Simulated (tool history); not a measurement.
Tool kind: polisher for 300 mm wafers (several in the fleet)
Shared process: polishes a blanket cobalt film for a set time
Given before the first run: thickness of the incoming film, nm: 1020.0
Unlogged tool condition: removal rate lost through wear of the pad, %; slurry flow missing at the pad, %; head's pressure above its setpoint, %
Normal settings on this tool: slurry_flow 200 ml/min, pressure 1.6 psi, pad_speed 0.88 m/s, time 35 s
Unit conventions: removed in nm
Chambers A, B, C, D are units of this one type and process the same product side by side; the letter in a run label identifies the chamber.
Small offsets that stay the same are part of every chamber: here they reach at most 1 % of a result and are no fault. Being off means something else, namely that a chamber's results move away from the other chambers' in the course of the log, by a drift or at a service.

run	hour	slurry_flow	pressure	pad_speed	time	wafers polished on this pad	hours since the slurry nozzle was cleaned	hours since the head pressure was calibrated	removed
1C	8.5	200	1.6	0.88	35	603	134.1	269.9	110.94
2B	14.5	200	1.6	0.88	35	729	227.9	685.9	110.44
# hour 14.8: chamber C: worn pad replaced by a new one
3A	23.5	200	1.6	0.88	35	637	561.3	30.8	110.31
4D	30.4	200	1.6	0.88	35	708	285	68.1	113.29
5D	38.9	200	2.1	0.78	35	873	293.5	76.6	131.99
# hour 40.2: chamber A: worn pad replaced by a new one
# hour 41.7: chamber D: worn pad replaced by a new one
6C	46.4	200	2.1	0.78	35	614	172	307.8	129.99
7A	53.7	200	2.1	0.78	35	262	591.5	61	130.61
# hour 61.5: chamber C: worn pad replaced by a new one
8B	64.9	200	2.1	0.78	35	1707	278.3	736.3	129.44
9C	73.9	200	1.6	0.88	35	241	199.5	335.3	110.45
# hour 78.7: chamber A: worn pad replaced by a new one
10D	85.4	200	1.6	0.88	35	847	340	123.1	113.4
# hour 86.9: chamber D: worn pad replaced by a new one
11B	95.6	200	1.6	0.88	35	2303	309	767	110.43
12A	103.9	200	1.6	0.88	35	489	641.7	111.2	113.95
# hour 110.7: chamber C: worn pad replaced by a new one
13C	114.7	200	1.6	0.88	35	77	240.3	376.1	111.57
14B	123	200	1.6	0.88	35	2834	336.4	794.4	108.64
# hour 123.1: chamber A: worn pad replaced by a new one
15D	133.9	200	1.6	0.88	35	912	388.5	171.6	113.13
# hour 134: chamber D: worn pad replaced by a new one
# hour 139.5: chamber A: slurry nozzle cleaned
16A	140.8	200	1.6	0.88	35	344	1.4	148.1	113.11
17B	150	200	1.6	0.88	35	3358	363.4	821.4	107.98
# hour 152: chamber C: worn pad replaced by a new one
# hour 155.6: chamber C: slurry nozzle cleaned
18C	158.7	200	1.6	0.88	35	130	3.2	420.1	113.42
19A	166.9	200	1.6	0.88	35	850	27.5	174.2	112.8
# hour 168.2: chamber A: worn pad replaced by a new one
20D	174.7	200	1.6	0.88	35	790	429.3	212.4	114.85
# hour 180.7: chamber D: worn pad replaced by a new one
21C	182.8	200	1.6	0.88	35	598	27.3	444.2	112.03
22D	194.2	155	1.6	0.88	35	262	448.8	231.9	108.68
23B	201.3	155	1.6	0.88	35	4353	414.7	872.7	98.34
24A	209.1	155	1.6	0.88	35	794	69.7	216.4	108.28
# hour 215.5: chamber A: worn pad replaced by a new one
25A	219.4	155	1.6	0.88	35	76	80	226.7	108.13

Does one chamber stand apart from the rest, does the shared gauge drift, or is all well apart from small per-chamber offsets? Give the chamber and the most likely cause, where there is one.

It is chamber B that slowly wanders off from its peers.
Likeliest cause: removal rate lost through wear of the pad, % = 9.07.
With only this log, it may be confused with: slurry flow missing at the pad, %; head's pressure below its setpoint, %.

Which of the 4 candidates below, each the usual settings with something changed and its results left as question marks, puts chamber B back in line with what the other chambers give on the usual settings?
Counts as in line when no further than this from what the other chambers average on the usual settings: removed 3.4 nm
26B-1	228.5	200	1.6	0.9	35				?
26B-2	228.5	200	1.6	0.86	35				?
26B-3	228.5	200	1.7	0.9	36				?
26B-4	228.5	200	1.5	0.84	35				?

Average result of the remaining chambers running the usual settings: removed 112.48 nm
run	removed
26B-1	104.69
26B-2	100
26B-3	114.39
26B-4	91.576
26B-3 brings the chamber back in line.

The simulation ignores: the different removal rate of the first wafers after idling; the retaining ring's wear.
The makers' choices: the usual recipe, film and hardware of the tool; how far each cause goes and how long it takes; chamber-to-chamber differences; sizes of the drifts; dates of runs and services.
